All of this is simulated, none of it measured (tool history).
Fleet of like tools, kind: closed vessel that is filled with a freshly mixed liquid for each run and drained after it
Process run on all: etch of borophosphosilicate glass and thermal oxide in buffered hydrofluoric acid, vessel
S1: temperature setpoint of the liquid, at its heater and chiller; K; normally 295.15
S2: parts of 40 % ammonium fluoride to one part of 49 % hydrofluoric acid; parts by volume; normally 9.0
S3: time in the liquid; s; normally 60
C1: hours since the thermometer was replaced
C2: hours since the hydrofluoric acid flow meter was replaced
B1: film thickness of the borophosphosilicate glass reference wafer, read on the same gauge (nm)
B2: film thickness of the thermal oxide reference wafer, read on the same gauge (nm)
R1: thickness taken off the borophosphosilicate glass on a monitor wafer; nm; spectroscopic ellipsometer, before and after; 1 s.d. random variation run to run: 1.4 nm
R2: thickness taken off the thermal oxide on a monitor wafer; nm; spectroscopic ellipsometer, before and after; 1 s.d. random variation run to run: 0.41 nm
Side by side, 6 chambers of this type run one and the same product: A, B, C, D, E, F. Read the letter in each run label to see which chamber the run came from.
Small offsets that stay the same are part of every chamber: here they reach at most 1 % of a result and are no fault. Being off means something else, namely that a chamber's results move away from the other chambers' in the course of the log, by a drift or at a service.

Run 1C, hour 6.9: usual settings; C1 1372.3; C2 178.6; B1 100.020; B2 80.008. Result: R1 208.19 nm, R2 65.334 nm.
Run 2A, hour 21.8: usual settings; C1 246.2; C2 1850.1; B1 99.989; B2 79.958. Result: R1 207.70 nm, R2 66.017 nm.
Run 3F, hour 34.6: usual settings; C1 653.8; C2 1284.4; B1 99.970; B2 80.010. Result: R1 204.75 nm, R2 65.708 nm.
Run 4B, hour 48.0: usual settings; C1 996.6; C2 346.1; B1 99.952; B2 79.999. Result: R1 205.98 nm, R2 66.083 nm.
At hour 60.6: chamber F: hydrofluoric acid flow meter replaced.
Run 5E, hour 62.7: usual settings; C1 1896.3; C2 198.8; B1 100.040; B2 80.015. Result: R1 208.60 nm, R2 64.413 nm.
At hour 70.6: chamber D: thermometer replaced.
Run 6D, hour 76.4: usual settings; C1 5.8; C2 87.7; B1 100.020; B2 80.024. Result: R1 204.91 nm, R2 65.994 nm.
Run 7B, hour 87.8: usual settings but S2 11.5 parts by volume; C1 1036.4; C2 385.9; B1 99.964; B2 79.969. Result: R1 168.36 nm, R2 53.974 nm.
Run 8D, hour 96.7: usual settings but S2 11.5 parts by volume; C1 26.1; C2 108.0; B1 100.020; B2 79.971. Result: R1 170.87 nm, R2 53.954 nm.
Run 9E, hour 109.4: usual settings but S2 11.5 parts by volume; C1 1943.0; C2 245.5; B1 100.030; B2 80.013. Result: R1 167.27 nm, R2 53.700 nm.
Run 10A, hour 116.2: usual settings but S2 11.5 parts by volume; C1 340.6; C2 1944.5; B1 100.010; B2 79.958. Result: R1 166.72 nm, R2 53.028 nm.
Run 11F, hour 123.7: usual settings but S2 11.5 parts by volume; C1 742.9; C2 63.1; B1 99.982; B2 79.993. Result: R1 168.52 nm, R2 54.377 nm.
Run 12C, hour 133.2: usual settings but S2 11.5 parts by volume; C1 1498.6; C2 304.9; B1 100.000; B2 80.021. Result: R1 168.08 nm, R2 53.722 nm.
Run 13B, hour 141.5: usual settings but S3 90 s; C1 1090.1; C2 439.6; B1 99.972; B2 79.972. Result: R1 306.83 nm, R2 99.674 nm.
Run 14E, hour 150.6: usual settings but S3 90 s; C1 1984.2; C2 286.7; B1 99.983; B2 79.985. Result: R1 306.31 nm, R2 97.635 nm.
Run 15A, hour 161.2: usual settings but S3 90 s; C1 385.6; C2 1989.5; B1 99.975; B2 80.037. Result: R1 311.43 nm, R2 98.738 nm.
Run 16F, hour 173.9: usual settings but S3 90 s; C1 793.1; C2 113.3; B1 99.999; B2 79.966. Result: R1 306.15 nm, R2 98.517 nm.
Run 17C, hour 184.9: usual settings but S3 90 s; C1 1550.3; C2 356.6; B1 100.020; B2 80.045. Result: R1 308.00 nm, R2 97.302 nm.
Run 18D, hour 192.5: usual settings but S3 90 s; C1 121.9; C2 203.8; B1 100.020; B2 79.981. Result: R1 308.86 nm, R2 99.227 nm.
Run 19C, hour 205.5: usual settings; C1 1570.9; C2 377.2; B1 99.947; B2 80.019. Result: R1 205.77 nm, R2 64.865 nm.
Run 20A, hour 213.8: usual settings; C1 438.2; C2 2042.1; B1 99.998; B2 79.970. Result: R1 206.14 nm, R2 65.903 nm.
Run 21E, hour 223.2: usual settings; C1 2056.8; C2 359.3; B1 99.959; B2 79.988. Result: R1 204.98 nm, R2 64.949 nm.
Run 22F, hour 231.7: usual settings; C1 850.9; C2 171.1; B1 100.000; B2 80.006. Result: R1 204.15 nm, R2 65.773 nm.
Run 23D, hour 246.2: usual settings; C1 175.6; C2 257.5; B1 99.984; B2 80.003. Result: R1 208.18 nm, R2 65.387 nm.
Run 24B, hour 254.9: usual settings; C1 1203.5; C2 553.0; B1 99.993; B2 80.004. Result: R1 204.09 nm, R2 66.393 nm.
At hour 259.2: chamber A: hydrofluoric acid flow meter replaced.
Run 25D, hour 262.5: usual settings; C1 191.9; C2 273.8; B1 100.020; B2 80.016. Result: R1 208.81 nm, R2 67.174 nm.
Run 26C, hour 277.4: usual settings but S1 298.65 K; C1 1642.8; C2 449.1; B1 99.990; B2 80.007. Result: R1 249.29 nm, R2 78.853 nm.
Run 27F, hour 291.8: usual settings but S1 298.65 K; C1 911.0; C2 231.2; B1 100.040; B2 80.017. Result: R1 243.77 nm, R2 80.044 nm.
Run 28E, hour 298.2: usual settings but S1 298.65 K; C1 2131.8; C2 434.3; B1 100.030; B2 80.043. Result: R1 248.99 nm, R2 77.603 nm.
At hour 303.7: chamber A: thermometer replaced.
At hour 304.0: chamber B: thermometer replaced.
Run 29B, hour 311.6: usual settings but S1 298.65 K; C1 7.6; C2 609.7; B1 100.010; B2 79.999. Result: R1 251.57 nm, R2 80.071 nm.
Run 30A, hour 320.6: usual settings but S1 298.65 K; C1 17.0; C2 61.5; B1 99.990; B2 79.998. Result: R1 250.79 nm, R2 79.822 nm.
Run 31D, hour 330.4: usual settings but S1 298.65 K; C1 259.8; C2 341.7; B1 100.010; B2 79.999. Result: R1 251.31 nm, R2 79.163 nm.
Run 32A, hour 344.0: usual settings; C1 40.4; C2 84.9; B1 100.030; B2 79.979. Result: R1 207.89 nm, R2 66.625 nm.
Run 33E, hour 358.2: usual settings; C1 2191.8; C2 494.3; B1 99.994; B2 80.051. Result: R1 204.16 nm, R2 64.721 nm.
Run 34B, hour 365.2: usual settings but S1 297.65 K, S2 6.0 parts by volume; C1 61.2; C2 663.3; B1 99.996; B2 79.995. Result: R1 355.02 nm, R2 112.780 nm.
Run 35C, hour 377.9: usual settings but S1 297.65 K, S2 6.0 parts by volume; C1 1743.3; C2 549.6; B1 99.997; B2 80.071. Result: R1 358.85 nm, R2 114.390 nm.
Run 36F, hour 390.2: usual settings but S1 297.65 K, S2 6.0 parts by volume; C1 1009.4; C2 329.6; B1 100.010; B2 79.995. Result: R1 349.08 nm, R2 112.440 nm.
Run 37F, hour 405.0: usual settings but S1 297.65 K, S2 6.0 parts by volume; C1 1024.2; C2 344.4; B1 100.020; B2 79.973. Result: R1 350.41 nm, R2 112.440 nm.

All chambers now run identical settings, listed one chamber a line with results as question marks. What results will each chamber show?
Run 38A, hour 415.8: usual settings. Result: R1 ?, R2 ?.
Run 38B, hour 415.8: usual settings. Result: R1 ?, R2 ?.
Run 38C, hour 415.8: usual settings. Result: R1 ?, R2 ?.
Run 38D, hour 415.8: usual settings. Result: R1 ?, R2 ?.
Run 38E, hour 415.8: usual settings. Result: R1 ?, R2 ?.
Run 38F, hour 415.8: usual settings. Result: R1 ?, R2 ?.

run      R1      R2
38A  204.30  66.003
38B  205.27  66.724
38C  206.22  65.001
38D  207.75  65.951
38E  206.44  65.109
38F  206.00  65.496
